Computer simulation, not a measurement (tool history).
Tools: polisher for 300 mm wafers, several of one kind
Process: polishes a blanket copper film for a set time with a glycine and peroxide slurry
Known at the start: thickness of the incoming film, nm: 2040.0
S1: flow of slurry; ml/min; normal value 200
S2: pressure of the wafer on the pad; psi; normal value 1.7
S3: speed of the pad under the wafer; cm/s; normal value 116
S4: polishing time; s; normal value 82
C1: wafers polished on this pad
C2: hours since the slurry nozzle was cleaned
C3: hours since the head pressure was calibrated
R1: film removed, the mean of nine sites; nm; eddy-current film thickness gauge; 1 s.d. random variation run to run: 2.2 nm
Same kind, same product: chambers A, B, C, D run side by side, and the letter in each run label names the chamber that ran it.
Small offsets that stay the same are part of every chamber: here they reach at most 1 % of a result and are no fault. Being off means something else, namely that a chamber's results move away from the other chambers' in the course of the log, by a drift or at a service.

Run 1D, hour 5.6: usual settings; C1 978; C2 242.3; C3 943.2. Result: R1 292.22 nm.
At hour 9.7: chamber D: worn pad replaced by a new one.
Run 2B, hour 13.6: usual settings; C1 500; C2 267.3; C3 1304.5. Result: R1 285.81 nm.
Run 3A, hour 23: usual settings; C1 748; C2 697.4; C3 325.2. Result: R1 290.38 nm.
At hour 23.4: chamber D: slurry nozzle cleaned.
Run 4C, hour 32.1: usual settings; C1 360; C2 226; C3 93.2. Result: R1 289.12 nm.
Run 5A, hour 41.6: usual settings but S1 175 ml/min, S3 104 cm/s; C1 850; C2 716; C3 343.8. Result: R1 261.76 nm.
Run 6D, hour 50.6: usual settings but S1 175 ml/min, S3 104 cm/s; C1 223; C2 27.3; C3 988.2. Result: R1 264.8 nm.
Run 7B, hour 61.5: usual settings but S1 175 ml/min, S3 104 cm/s; C1 762; C2 315.2; C3 1352.4. Result: R1 258.97 nm.
At hour 72.3: chamber A: head pressure recalibrated.
Run 8C, hour 73.3: usual settings but S1 175 ml/min, S3 104 cm/s; C1 585; C2 267.2; C3 134.4. Result: R1 260.9 nm.
At hour 74.2: chamber A: worn pad replaced by a new one.
Run 9B, hour 83.5: usual settings; C1 882; C2 337.2; C3 1374.4. Result: R1 287.52 nm.
At hour 89.2: chamber A: slurry nozzle cleaned.
Run 10D, hour 89.7: usual settings; C1 437; C2 66.4; C3 1027.3. Result: R1 287.54 nm.
Run 11A, hour 98.2: usual settings; C1 131; C2 9.1; C3 25.9. Result: R1 290.64 nm.
At hour 105.1: chamber B: head pressure recalibrated.
Run 12C, hour 108: usual settings but S1 245 ml/min, S4 106 s; C1 774; C2 301.9; C3 169.1. Result: R1 387.6 nm.
At hour 115.7: chamber C: worn pad replaced by a new one.
Run 13D, hour 115.8: usual settings but S1 245 ml/min, S4 106 s; C1 579; C2 92.5; C3 1053.4. Result: R1 383.31 nm.
Run 14A, hour 126.5: usual settings but S1 245 ml/min, S4 106 s; C1 286; C2 37.4; C3 54.2. Result: R1 382.17 nm.
Run 15B, hour 132: usual settings but S1 245 ml/min, S4 106 s; C1 1148; C2 385.7; C3 27. Result: R1 363.57 nm.
Run 16C, hour 141.1: usual settings; C1 139; C2 335; C3 202.2. Result: R1 289.59 nm.
At hour 145.9: chamber D: head pressure recalibrated.
Run 17D, hour 151.3: usual settings; C1 773; C2 128; C3 5.5. Result: R1 293.85 nm.
Run 18A, hour 162.6: usual settings; C1 483; C2 73.5; C3 90.3. Result: R1 290.55 nm.
Run 19C, hour 170.3: usual settings; C1 298; C2 364.2; C3 231.4. Result: R1 287.92 nm.
At hour 176.4: chamber B: worn pad replaced by a new one.
Run 20B, hour 178: usual settings; C1 8; C2 431.7; C3 73. Result: R1 270.96 nm.
At hour 184.2: chamber D: worn pad replaced by a new one.
Run 21A, hour 187.3: usual settings; C1 618; C2 98.2; C3 115. Result: R1 291.19 nm.
Run 22C, hour 195.5: usual settings; C1 436; C2 389.4; C3 256.6. Result: R1 291.83 nm.
Run 23D, hour 205.9: usual settings; C1 118; C2 182.6; C3 60.1. Result: R1 292.72 nm.
At hour 215.3: chamber B: slurry nozzle cleaned.
Run 24B, hour 218: usual settings but S2 1.4 psi, S3 130 cm/s; C1 227; C2 2.7; C3 113. Result: R1 255.34 nm.
At hour 219.6: chamber A: worn pad replaced by a new one.
Run 25B, hour 229: usual settings but S2 1.4 psi, S3 130 cm/s; C1 287; C2 13.7; C3 124. Result: R1 256.05 nm.
Run 26D, hour 241: usual settings but S2 1.4 psi, S3 130 cm/s; C1 310; C2 217.7; C3 95.2. Result: R1 269.15 nm.
Run 27A, hour 250.8: usual settings but S2 1.4 psi, S3 130 cm/s; C1 170; C2 161.7; C3 178.5. Result: R1 273.46 nm.
Run 28C, hour 258.6: usual settings but S4 57 s; C1 781; C2 452.5; C3 319.7. Result: R1 201.29 nm.

Predict what each chamber gives when all 4 of them run the settings below next.
Run 29A, hour 267.3: usual settings but S1 150 ml/min. Result: R1 ?.
Run 29B, hour 267.3: usual settings but S1 150 ml/min. Result: R1 ?.
Run 29C, hour 267.3: usual settings but S1 150 ml/min. Result: R1 ?.
Run 29D, hour 267.3: usual settings but S1 150 ml/min. Result: R1 ?.

run      R1
29A   279.1
29B   261.2
29C  275.34
29D  278.72
